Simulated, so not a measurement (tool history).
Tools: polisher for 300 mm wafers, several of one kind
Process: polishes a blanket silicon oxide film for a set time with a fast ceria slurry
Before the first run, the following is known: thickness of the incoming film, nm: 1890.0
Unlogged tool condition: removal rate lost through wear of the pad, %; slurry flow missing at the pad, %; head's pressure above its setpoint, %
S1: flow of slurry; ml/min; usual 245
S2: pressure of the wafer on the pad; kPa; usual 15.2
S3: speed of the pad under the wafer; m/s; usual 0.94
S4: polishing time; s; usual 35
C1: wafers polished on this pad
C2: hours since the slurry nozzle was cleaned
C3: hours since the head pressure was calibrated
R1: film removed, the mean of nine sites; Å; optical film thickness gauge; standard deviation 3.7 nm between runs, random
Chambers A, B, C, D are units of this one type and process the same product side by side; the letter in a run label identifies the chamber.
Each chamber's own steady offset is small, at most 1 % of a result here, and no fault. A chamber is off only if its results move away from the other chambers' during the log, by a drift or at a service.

run,day,S1,S2,S3,S4,C1,C2,C3,R1
1C,0.517,245,15.2,0.94,35,351,384.3,121.5,4675.1
2B,0.938,245,15.2,0.94,35,468,499.4,1036.1,4609.7
3A,1.392,245,15.2,0.94,35,479,145.7,474.3,4608.9
# day 1.7: chamber D: worn pad replaced by a new one
4D,1.967,245,15.2,0.94,35,80,198.9,196.1,4655.7
5D,2.579,245,15.2,0.76,35,265,213.6,210.8,3719.3
# day 2.742: chamber C: worn pad replaced by a new one
6B,2.888,245,15.2,0.76,35,1055,546.2,1082.9,3726
# day 3.204: chamber B: worn pad replaced by a new one
7C,3.258,245,15.2,0.76,35,155,450.1,187.3,3730.2
# day 3.721: chamber A: worn pad replaced by a new one
8A,3.783,245,15.2,0.76,35,18,203.1,531.7,3706.7
9C,4.35,245,15.2,0.94,35,484,476.3,213.5,4603.3
# day 4.812: chamber D: slurry nozzle cleaned
10A,4.921,245,15.2,1.16,28,361,230.4,559,4568.7
11D,5.312,245,15.2,1.16,28,1089,12.1,276.4,4647.8
# day 5.333: chamber D: worn pad replaced by a new one
12B,5.721,245,15.2,1.16,28,759,614.2,1150.9,4510.3
13A,6.062,245,15.2,1.16,28,705,257.8,586.4,4513.9
# day 6.121: chamber C: worn pad replaced by a new one
14D,6.55,245,15.2,0.94,35,367,41.8,306.1,4673.6
15C,6.888,245,15.2,0.94,35,231,537.2,274.4,4641.7
# day 6.896: chamber A: worn pad replaced by a new one
# day 7.012: chamber C: slurry nozzle cleaned
# day 7.212: chamber B: worn pad replaced by a new one
# day 7.329: chamber A: slurry nozzle cleaned
16B,7.454,245,15.2,0.94,35,73,655.8,1192.5,4580.3
17A,7.975,245,15.2,0.94,35,325,15.5,632.3,4608.8
18B,8.317,245,15.2,0.94,35,333,676.5,1213.2,4600.2
19D,8.696,245,15.2,0.94,35,1014,93.3,357.6,4643.6
20C,9.075,245,15.2,0.94,35,890,49.5,326.9,4583
# day 9.283: chamber B: slurry nozzle cleaned
# day 9.296: chamber D: worn pad replaced by a new one
21D,9.517,245,15.2,0.94,35,67,113,377.3,4670.4
22B,9.925,245,20.7,0.94,39,818,15.5,1251.8,6996.8
# day 9.988: chamber C: worn pad replaced by a new one
# day 10.342: chamber A: head pressure recalibrated
23C,10.458,245,20.7,0.94,39,142,82.7,360.1,6998.6
# day 10.525: chamber A: worn pad replaced by a new one
# day 10.767: chamber B: worn pad replaced by a new one
24A,11.017,245,20.7,0.94,39,148,88.5,16.3,7434
# day 11.054: chamber C: head pressure recalibrated
25B,11.508,245,20.7,0.94,39,223,53.5,1289.8,6995.3
26A,12.029,245,15.2,0.94,35,453,112.8,40.6,4869.3
27C,12.625,320,15.2,0.94,42,795,134.7,37.8,5687.9
# day 12.746: chamber D: worn pad replaced by a new one
28D,12.988,320,15.2,0.94,42,73,196.3,460.6,5776.5
29C,13.3,320,15.2,0.94,42,998,150.9,54,5667.3
30A,13.7,320,15.2,0.94,42,957,152.9,80.7,6062.2
# day 13.738: chamber C: worn pad replaced by a new one
# day 13.971: chamber D: head pressure recalibrated
31D,14.208,245,15.2,0.94,43,441,225.6,5.7,5749.7
# day 14.267: chamber B: worn pad replaced by a new one
# day 14.517: chamber A: worn pad replaced by a new one
# day 14.604: chamber D: slurry nozzle cleaned
32B,14.75,245,15.2,0.94,43,146,131.3,1367.6,5619
33D,15.208,245,15.2,0.94,43,742,14.5,29.7,5672.5
# day 15.354: chamber B: head pressure recalibrated
34B,15.646,245,15.2,0.94,43,416,152.8,7.1,5602.5
35A,15.962,245,15.2,0.94,35,436,207.2,135,4952.5
36C,16.55,245,15.2,0.94,35,848,228.9,132,4612.1
37C,17.038,245,15.2,0.94,35,995,240.6,143.7,4646.6
38A,17.442,245,15.2,0.94,35,882,242.7,170.5,4953.6

Each of the 4 chambers runs these same settings next. Fill in every chamber's results:
39A,17.921,245,15.2,0.94,35,,,,?
39B,17.921,245,15.2,0.94,35,,,,?
39C,17.921,245,15.2,0.94,35,,,,?
39D,17.921,245,15.2,0.94,35,,,,?

run,R1
39A,4927
39B,4606.6
39C,4599.8
39D,4638.7
